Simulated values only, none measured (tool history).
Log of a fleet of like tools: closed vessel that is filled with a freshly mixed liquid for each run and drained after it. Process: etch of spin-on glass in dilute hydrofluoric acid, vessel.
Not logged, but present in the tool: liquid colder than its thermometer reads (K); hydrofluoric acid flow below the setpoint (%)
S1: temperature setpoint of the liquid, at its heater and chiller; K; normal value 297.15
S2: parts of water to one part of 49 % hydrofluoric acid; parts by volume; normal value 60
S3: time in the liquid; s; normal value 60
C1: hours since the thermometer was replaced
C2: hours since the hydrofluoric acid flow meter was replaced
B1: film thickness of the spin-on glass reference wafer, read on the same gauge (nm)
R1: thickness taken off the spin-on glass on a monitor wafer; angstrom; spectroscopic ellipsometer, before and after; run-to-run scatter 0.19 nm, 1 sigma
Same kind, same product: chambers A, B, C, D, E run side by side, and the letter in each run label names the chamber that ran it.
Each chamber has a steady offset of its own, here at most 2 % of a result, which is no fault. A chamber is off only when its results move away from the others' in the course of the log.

run,hour,S1,S2,S3,C1,C2,B1,R1
1A,12.4,297.15,60,60,572.3,824.9,130.01,285.740
2E,24.5,297.15,60,60,573.6,835.3,130.00,287.470
3D,39.3,297.15,60,60,1662.7,1122.8,130.00,286.850
4B,46.1,297.15,60,60,1306.3,1111.5,130.00,290.360
5C,57.9,297.15,60,60,230.5,86.7,129.98,290.840
# hour 60.7: chamber A: thermometer replaced
6C,65.2,297.15,60,75,237.8,94.0,130.01,372.600
7A,73.6,297.15,60,75,12.9,886.1,129.99,363.280
8D,82.6,297.15,60,75,1706.0,1166.1,130.01,357.800
9B,95.9,297.15,60,75,1356.1,1161.3,130.00,359.100
10E,103.9,297.15,60,75,653.0,914.7,130.01,360.660
11A,112.0,297.15,60,60,51.3,924.5,130.01,290.050
12E,124.0,297.15,60,60,673.1,934.8,129.99,289.500
13C,137.5,297.15,60,60,310.1,166.3,129.99,290.040
14B,150.7,297.15,60,60,1410.9,1216.1,129.99,284.950
15D,163.6,297.15,60,60,1787.0,1247.1,130.00,286.040
16C,173.0,297.15,60,60,345.6,201.8,129.98,290.780
17B,186.4,297.15,60,60,1446.6,1251.8,129.99,286.160
18E,201.1,297.15,60,60,750.2,1011.9,130.00,288.430
19D,216.1,297.15,60,60,1839.5,1299.6,130.00,282.680
20A,231.0,297.15,60,60,170.3,1043.5,130.00,287.000
21E,244.2,297.15,60,60,793.3,1055.0,130.01,287.050
22B,259.1,297.15,60,60,1519.3,1324.5,129.99,287.480
23C,271.8,297.15,60,60,444.4,300.6,129.99,295.150
24D,281.7,297.15,60,60,1905.1,1365.2,130.01,282.870
25A,290.1,297.15,60,60,229.4,1102.6,130.02,286.830
26C,300.3,297.15,60,60,472.9,329.1,129.99,293.900
27A,307.5,297.15,80,30,246.8,1120.0,130.00,104.880
28E,317.9,297.15,80,30,867.0,1128.7,130.00,105.120
29B,327.2,297.15,80,30,1587.4,1392.6,130.00,104.870
30D,338.2,297.15,80,30,1961.6,1421.7,129.97,99.623
31A,352.3,297.15,80,30,291.6,1164.8,130.02,106.070
32B,367.3,297.15,60,60,1627.5,1432.7,129.97,282.990
33D,378.3,292.65,60,75,2001.7,1461.8,130.00,278.590
34E,384.9,292.65,60,75,934.0,1195.7,130.00,295.870
35C,395.0,292.65,60,75,567.6,423.8,130.00,299.910
36D,408.9,292.65,60,75,2032.3,1492.4,130.02,278.490
37A,415.9,292.65,60,75,355.2,1228.4,130.00,298.210
38C,430.6,297.15,60,60,603.2,459.4,130.01,290.280
39E,438.6,297.15,60,60,987.7,1249.4,130.00,289.250
40B,447.7,297.15,60,60,1707.9,1513.1,130.00,283.780
41B,459.7,297.15,60,60,1719.9,1525.1,130.00,287.570
42C,470.1,297.15,60,60,642.7,498.9,130.02,293.550
43D,477.2,297.15,60,60,2100.6,1560.7,130.01,262.860
44A,486.9,297.15,60,60,426.2,1299.4,130.00,286.210

Read the log: is a single chamber off, either drifting away or since a service, is the gauge that measures every chamber drifting, or is nothing wrong beyond small per-chamber offsets? Name any odd chamber and what most likely caused it.

Little by little, chamber D moves away from the other chambers.
What lies behind it: hydrofluoric acid flow below the setpoint (%) = 7.88.
The log might look much the same if the cause were instead: liquid colder than its thermometer reads (K).

Chamber D could run next with any of the 4 candidate recipes listed below; each alters the usual settings, and their results appear as question marks. Which one brings its results back in line with what the other chambers deliver on the usual settings?
Maximum distance from the other chambers' mean on the usual settings for a result to count as in line: R1 6.800 angstrom
45D-1,497.7,296.15,60,60,,,,?
45D-2,497.7,296.65,65,60,,,,?
45D-3,497.7,298.15,60,60,,,,?
45D-4,497.7,297.65,60,65,,,,?

Mean of the other chambers on the usual settings: R1 288.680 angstrom
run,R1
45D-1,248.740
45D-2,233.020
45D-3,270.050
45D-4,286.580
45D-4 brings the chamber back in line.
